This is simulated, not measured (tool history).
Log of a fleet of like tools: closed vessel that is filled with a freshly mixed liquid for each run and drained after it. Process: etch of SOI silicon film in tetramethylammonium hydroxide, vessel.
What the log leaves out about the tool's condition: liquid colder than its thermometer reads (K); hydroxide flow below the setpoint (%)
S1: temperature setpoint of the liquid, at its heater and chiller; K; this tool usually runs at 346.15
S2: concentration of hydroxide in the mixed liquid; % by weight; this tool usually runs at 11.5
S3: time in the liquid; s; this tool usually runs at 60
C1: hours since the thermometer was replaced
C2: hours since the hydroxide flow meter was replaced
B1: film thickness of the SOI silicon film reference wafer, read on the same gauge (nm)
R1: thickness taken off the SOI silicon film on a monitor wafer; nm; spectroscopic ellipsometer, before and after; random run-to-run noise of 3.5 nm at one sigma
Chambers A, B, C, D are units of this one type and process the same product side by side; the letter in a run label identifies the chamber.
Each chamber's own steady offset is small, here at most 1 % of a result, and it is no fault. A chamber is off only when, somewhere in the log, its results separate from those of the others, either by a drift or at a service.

run	hour	S1	S2	S3	C1	C2	B1	R1
1C	5.4	346.15	11.5	60	382.6	1569.3	139.97	494.5
2D	9.6	346.15	11.5	60	2039	427	140.03	496.49
3B	12.1	346.15	11.5	60	308.1	54.1	140.02	490.39
4A	15.2	346.15	11.5	60	1239.5	403.9	140.04	495.53
5D	19.6	346.15	11.5	60	2049	437	140.01	498.49
6A	23.3	346.15	11.5	60	1247.6	412	140	490.72
7B	27	346.15	11.5	60	323	69	140.01	494.59
8C	31.2	346.15	11.5	60	408.4	1595.1	139.95	499.82
9A	35.1	346.15	11.5	60	1259.4	423.8	140	492.31
10D	37.6	346.15	11.5	60	2067	455	139.97	493.82
11B	42.4	346.15	10.5	35	338.4	84.4	140.02	295.4
12C	45.5	346.15	10.5	35	422.7	1609.4	140.02	291.31
13D	48.5	346.15	10.5	35	2077.9	465.9	140	299.21
14C	52.7	346.15	10.5	35	429.9	1616.6	140	293.85
15A	55.2	346.15	11.5	60	1279.5	443.9	140	501.78
16B	57.8	346.15	11.5	60	353.8	99.8	139.98	497.51
17D	61.4	346.15	11.5	60	2090.8	478.8	139.98	500.09
18A	64.7	346.15	11.5	60	1289	453.4	140.01	493.61
19C	68.3	346.15	8.5	35	445.5	1632.2	140.03	312.06
20B	73	346.15	8.5	35	369	115	140.03	321.26
21B	77.2	346.15	8.5	35	373.2	119.2	140	322.48
22C	80.8	346.15	8.5	35	458	1644.7	140	309.51
23A	84.8	346.15	11.5	60	1309.1	473.5	139.96	498.71
24D	89.3	353.15	11.5	40	2118.7	506.7	139.94	493.8
25A	91.8	353.15	11.5	40	1316.1	480.5	140.01	486.55
26C	95.2	353.15	11.5	40	472.4	1659.1	139.99	470.82
27D	97.7	353.15	11.5	40	2127.1	515.1	139.97	494.35
28B	100.9	346.15	13	60	396.9	142.9	140.07	466.35
29C	105.7	346.15	13	60	482.9	1669.6	140	443.6
30D	110.1	346.15	13	60	2139.5	527.5	140.04	478.9
31B	112.5	346.15	13	60	408.5	154.5	140.02	473.17
32A	116	346.15	11.5	60	1340.3	504.7	140	491.2

Which is it: a chamber that has drifted or been left off by a service, a gauge drift common to all chambers, or only each chamber's usual small offset? If a chamber is off, name it and its likeliest cause.

One chamber, C, drifts off from the rest bit by bit.
Cause: liquid colder than its thermometer reads (K) = 1.37.

Here are 4 candidates for chamber C's next run, each the usual settings with a change, their results left as question marks. Which one brings its results back in line with what the others give on the usual settings?
In line means no further than this from the other chambers' mean on the usual settings: R1 12 nm
33C-1	120	346.15	11.5	70				?
33C-2	120	343.65	12	60				?
33C-3	120	346.15	11.5	65				?
33C-4	120	346.15	13.5	60				?

Average result of the remaining chambers running the usual settings: R1 494.47 nm
run	R1
33C-1	535.2
33C-2	388.79
33C-3	496.97
33C-4	428.46
33C-3 is the one that brings the chamber's results back in line with the other chambers.

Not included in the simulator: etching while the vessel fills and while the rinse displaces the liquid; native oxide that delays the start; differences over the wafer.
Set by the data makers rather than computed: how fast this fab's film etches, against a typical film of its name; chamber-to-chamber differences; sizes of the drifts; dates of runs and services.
